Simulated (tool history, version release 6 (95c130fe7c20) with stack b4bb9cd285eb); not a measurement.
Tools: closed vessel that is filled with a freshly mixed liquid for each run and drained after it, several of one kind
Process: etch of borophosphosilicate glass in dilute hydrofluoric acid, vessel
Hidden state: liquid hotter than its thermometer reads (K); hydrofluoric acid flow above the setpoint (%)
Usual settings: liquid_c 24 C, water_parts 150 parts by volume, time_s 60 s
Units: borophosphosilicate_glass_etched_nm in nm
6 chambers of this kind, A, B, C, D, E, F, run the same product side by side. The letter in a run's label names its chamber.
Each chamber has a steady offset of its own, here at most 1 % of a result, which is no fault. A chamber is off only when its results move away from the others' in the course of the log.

run	hour	liquid_c	water_parts	time_s	hours since the thermometer was replaced	hours since the hydrofluoric acid flow meter was replaced	read-back film thickness of the borophosphosilicate glass reference wafer, read on the same gauge (nm)	borophosphosilicate_glass_etched_nm
1F	6.2	24	150	60	79.9	295.5	79.965	9.7384
2A	13.6	24	150	60	357.4	1130.0	80.002	9.8339
3B	19.7	24	150	60	587.1	1289.2	80.000	9.7862
4C	25.8	24	150	60	1338.7	82.5	80.015	9.7144
5D	33.2	24	150	60	2758.0	294.6	79.987	9.7659
6E	38.3	24	150	60	1155.2	417.2	79.998	9.8306
7C	47.6	24	150	60	1360.5	104.3	80.029	9.8511
8B	55.9	24	150	60	623.3	1325.4	79.968	9.7960
9E	63.3	24	150	60	1180.2	442.2	80.057	9.9416
10F	68.6	24	150	60	142.3	357.9	80.009	9.7033
11D	78.0	24	150	60	2802.8	339.4	80.002	9.9173
12A	86.7	24	150	60	430.5	1203.1	79.971	9.5883
13D	96.1	24	150	60	2820.9	357.5	80.008	9.8845
14E	102.4	24	150	60	1219.3	481.3	80.005	9.7640
15A	112.1	24	150	60	455.9	1228.5	79.966	9.6409
16B	117.3	24	150	60	684.7	1386.8	79.970	9.6541
# hour 123.6: chamber B: thermometer replaced
17F	124.3	24	150	60	198.0	413.6	79.968	9.8036
18C	132.9	24	200	90	1445.8	189.6	80.007	10.3300
19B	140.1	24	200	90	16.6	1409.6	79.976	10.4880
20A	150.3	24	200	90	494.1	1266.7	80.036	10.3210
21E	156.1	24	200	90	1273.0	535.0	79.991	10.5510
22C	161.2	24	200	90	1474.1	217.9	79.941	10.3580
23D	167.0	24	200	90	2891.8	428.4	79.959	10.6030
24F	174.3	24	150	60	248.0	463.6	79.981	9.8089
25D	179.0	24	150	60	2903.8	440.4	80.025	9.7511
26F	187.7	24	150	60	261.4	477.0	79.983	9.8037
27B	194.3	24	150	60	70.8	1463.8	79.974	9.7187
28A	200.6	24	150	90	544.4	1317.0	79.985	14.5580
29C	206.3	24	150	90	1519.2	263.0	80.018	14.8090
30E	213.2	24	150	90	1330.1	592.1	79.942	14.8540
31B	218.9	24	150	90	95.4	1488.4	79.975	14.5850
32E	223.8	24	150	90	1340.7	602.7	80.005	14.7170
33F	231.8	24	150	90	305.5	521.1	80.010	14.5340
34D	240.3	24	150	60	2965.1	501.7	79.980	9.8124
35A	246.9	24	150	60	590.7	1363.3	79.938	9.5894
36C	254.9	24	150	60	1567.8	311.6	80.059	9.7333
37F	262.7	24	150	60	336.4	552.0	79.989	9.7590
38E	268.4	24	150	75	1385.3	647.3	80.028	12.2040

Is one chamber off against the others, does the gauge drift, or is nothing wrong? If a chamber is off, say which, and what the likeliest cause is.

No chamber stands off beyond its own small offset, and the gauge holds steady.
